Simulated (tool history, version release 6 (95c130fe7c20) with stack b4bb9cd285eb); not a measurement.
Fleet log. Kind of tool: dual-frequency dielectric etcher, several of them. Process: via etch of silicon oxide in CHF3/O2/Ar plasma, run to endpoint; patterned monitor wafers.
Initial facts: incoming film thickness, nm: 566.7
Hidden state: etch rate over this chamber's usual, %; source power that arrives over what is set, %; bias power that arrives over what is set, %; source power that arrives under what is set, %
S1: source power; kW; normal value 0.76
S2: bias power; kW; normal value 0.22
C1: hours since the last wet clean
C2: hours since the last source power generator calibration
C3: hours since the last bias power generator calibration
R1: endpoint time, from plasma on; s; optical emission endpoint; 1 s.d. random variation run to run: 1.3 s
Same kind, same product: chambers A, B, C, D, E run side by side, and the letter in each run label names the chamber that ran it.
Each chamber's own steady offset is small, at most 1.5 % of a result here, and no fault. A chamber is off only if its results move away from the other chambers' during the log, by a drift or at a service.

| run | day | S1 | S2 | C1 | C2 | C3 | R1 |
|---|---|---|---|---|---|---|---|
| 1E | 0.392 | 0.76 | 0.22 | 162.5 | 3869.8 | 1089.6 | 248.23 |
| 2C | 0.675 | 0.76 | 0.22 | 122.8 | 2207.5 | 1094.7 | 243.14 |
| 3A | 1.129 | 0.76 | 0.22 | 408.6 | 1448.6 | 1658.1 | 243.02 |
| 4D | 1.654 | 0.76 | 0.22 | 73 | 1292.9 | 2049.2 | 243.22 |
| 5B | 1.946 | 0.92 | 0.22 | 103.1 | 1416.8 | 585.5 | 228.26 |
| 6B | 2.288 | 0.92 | 0.22 | 111.3 | 1425 | 593.7 | 228.78 |
| 7E | 2.825 | 0.92 | 0.22 | 220.9 | 3928.2 | 1148 | 229.85 |
| 8D | 3.112 | 0.92 | 0.22 | 108 | 1327.9 | 2084.2 | 228.75 |
| 9C | 3.554 | 0.92 | 0.22 | 191.9 | 2276.6 | 1163.8 | 225.12 |
| 10A | 3.879 | 0.9 | 0.22 | 474.6 | 1514.6 | 1724.1 | 228.02 |
| 11C | 4.379 | 0.9 | 0.22 | 211.7 | 2296.4 | 1183.6 | 226.89 |
|  | 4.55 | chamber A: bias power generator calibrated |
| 12B | 4.938 | 0.9 | 0.22 | 174.9 | 1488.6 | 657.3 | 230.38 |
| 13E | 5.242 | 0.9 | 0.22 | 278.9 | 3986.2 | 1206 | 230.3 |
| 14D | 5.754 | 0.9 | 0.22 | 171.4 | 1391.3 | 2147.6 | 230.96 |
| 15A | 6.021 | 0.76 | 0.22 | 526 | 1566 | 35.3 | 243.95 |
|  | 6.183 | chamber A: wet clean of the chamber |
| 16E | 6.288 | 0.76 | 0.22 | 304 | 4011.3 | 1231.1 | 249.16 |
| 17D | 6.721 | 0.76 | 0.22 | 194.6 | 1414.5 | 2170.8 | 245.09 |
| 18B | 6.996 | 0.6 | 0.254 | 224.3 | 1538 | 706.7 | 255.76 |
| 19A | 7.308 | 0.6 | 0.254 | 27.1 | 1596.9 | 66.2 | 254.53 |
| 20C | 7.658 | 0.6 | 0.254 | 290.4 | 2375.1 | 1262.3 | 252.28 |
| 21C | 8.121 | 0.6 | 0.254 | 301.5 | 2386.2 | 1273.4 | 252.29 |
| 22D | 8.475 | 0.6 | 0.254 | 236.7 | 1456.6 | 2212.9 | 256.45 |
|  | 8.621 | chamber C: wet clean of the chamber |
| 23A | 8.846 | 0.76 | 0.22 | 64 | 1633.8 | 103.1 | 246.36 |
| 24B | 9.342 | 0.76 | 0.188 | 280.6 | 1594.3 | 763 | 260.64 |
| 25E | 9.621 | 0.76 | 0.188 | 384 | 4091.3 | 1311.1 | 263.06 |
|  | 9.829 | chamber E: wet clean of the chamber |
| 26E | 10.042 | 0.76 | 0.188 | 5.2 | 4101.4 | 1321.2 | 258.95 |
| 27D | 10.408 | 0.76 | 0.188 | 283.1 | 1503 | 2259.3 | 256.73 |
| 28B | 10.696 | 0.76 | 0.188 | 313.1 | 1626.8 | 795.5 | 259.51 |
| 29A | 11.071 | 0.76 | 0.22 | 117.4 | 1687.2 | 156.5 | 247.93 |
| 30C | 11.438 | 0.76 | 0.22 | 67.7 | 2465.8 | 1353 | 245.04 |
| 31E | 11.804 | 0.76 | 0.22 | 47.5 | 4143.7 | 1363.5 | 246.1 |
| 32C | 12.362 | 0.76 | 0.172 | 89.9 | 2488 | 1375.2 | 267.55 |
| 33D | 12.65 | 0.76 | 0.172 | 336.9 | 1556.8 | 2313.1 | 265.68 |
| 34B | 13.154 | 0.76 | 0.172 | 372.1 | 1685.8 | 854.5 | 267.43 |
| 35A | 13.588 | 0.76 | 0.172 | 177.8 | 1747.6 | 216.9 | 266.2 |

Has any chamber moved away from the others, gradually or after a service, or does the common gauge drift, or do the chambers differ only by their own small steady offsets? State the chamber and the most likely cause if one applies.

No chamber is off and the gauge is stable; the differences are just each chamber's small, constant offset.

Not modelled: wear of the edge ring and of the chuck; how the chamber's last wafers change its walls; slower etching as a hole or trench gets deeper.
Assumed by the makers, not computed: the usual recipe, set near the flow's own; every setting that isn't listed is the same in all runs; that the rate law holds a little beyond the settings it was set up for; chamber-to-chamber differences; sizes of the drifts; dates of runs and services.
